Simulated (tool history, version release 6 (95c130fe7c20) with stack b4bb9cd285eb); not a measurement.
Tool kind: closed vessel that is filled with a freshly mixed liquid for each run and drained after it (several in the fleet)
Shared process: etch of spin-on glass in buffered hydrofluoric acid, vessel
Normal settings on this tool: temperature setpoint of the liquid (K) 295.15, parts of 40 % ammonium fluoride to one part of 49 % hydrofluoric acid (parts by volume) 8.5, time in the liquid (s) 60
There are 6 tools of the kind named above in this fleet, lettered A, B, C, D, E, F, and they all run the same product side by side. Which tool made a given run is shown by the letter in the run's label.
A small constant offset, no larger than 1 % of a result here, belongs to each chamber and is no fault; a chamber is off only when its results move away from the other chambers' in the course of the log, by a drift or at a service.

run	hour	temperature setpoint of the liquid (K)	parts of 40 % ammonium fluoride to one part of 49 % hydrofluoric acid (parts by volume)	time in the liquid (s)	read-back film thickness of the spin-on glass reference wafer, read on the same gauge (nm)	thickness taken off the spin-on glass on a monitor wafer (Å)
1A	2.4	295.15	8.5	60	140.00	1838.60
2B	4.9	295.15	8.5	60	140.02	1838.50
3D	9.1	295.15	8.5	60	140.00	1848.30
4E	12.6	295.15	8.5	60	140.01	1814.10
5C	15.0	295.15	8.5	60	139.98	1825.30
6F	18.5	295.15	8.5	60	139.99	1809.20
7C	22.2	295.15	8.5	60	139.99	1812.30
8D	25.3	295.15	8.5	60	140.00	1809.50
9E	27.3	295.15	8.5	60	139.99	1822.40
10F	31.5	297.15	8.5	30	140.01	1022.70
11B	33.5	297.15	8.5	30	140.00	1027.20
12A	36.8	297.15	8.5	30	139.99	1015.00
13E	41.0	297.15	8.5	30	140.01	1015.10
14D	43.2	297.15	8.5	30	140.00	1022.60
15C	45.7	297.15	8.5	30	140.02	1019.00
16B	49.8	295.15	9.5	30	140.00	829.98
17A	54.1	295.15	9.5	30	140.00	826.25
18F	57.8	295.15	9.5	30	140.02	830.74
19E	59.7	295.15	9.5	30	140.00	819.07
20C	62.2	295.15	9.5	30	140.01	826.54
21D	65.4	295.15	9.5	30	140.01	829.89
22B	68.2	295.15	8.5	60	140.02	1841.60
23A	72.6	295.15	8.5	60	140.02	1840.00
24F	74.7	295.15	11.0	40	140.02	959.85
25B	77.5	295.15	11.0	40	140.00	970.89
26C	80.1	295.15	11.0	40	139.98	970.61
27F	82.7	295.15	11.0	40	140.01	968.09
28E	85.8	295.15	11.0	40	139.98	939.46
29D	87.9	295.15	11.0	40	139.98	982.44
30A	91.9	295.15	8.5	60	140.02	1820.70
31B	95.5	295.15	8.5	60	140.00	1826.60
32A	99.1	295.15	8.5	60	140.00	1860.00
33C	102.9	295.15	8.5	60	140.00	1821.60
34E	106.2	295.15	8.5	60	140.02	1706.70
35F	108.7	295.15	8.5	60	139.99	1814.80
36D	111.4	295.15	8.5	60	140.01	1831.40
37F	114.6	295.15	8.5	60	140.02	1814.00
38C	116.7	291.65	8.5	60	140.01	1495.50
39E	121.1	291.65	8.5	60	140.01	1377.20
40B	125.3	291.65	8.5	60	140.01	1501.70
41D	128.4	291.65	8.5	60	140.00	1500.20

Each of the 6 chambers runs these same settings next. Fill in every chamber's results:
42A	131.6	295.15	8.5	60		?
42B	131.6	295.15	8.5	60		?
42C	131.6	295.15	8.5	60		?
42D	131.6	295.15	8.5	60		?
42E	131.6	295.15	8.5	60		?
42F	131.6	295.15	8.5	60		?

run	thickness taken off the spin-on glass on a monitor wafer (Å)
42A	1844.60
42B	1823.10
42C	1827.90
42D	1815.80
42E	1676.30
42F	1803.50
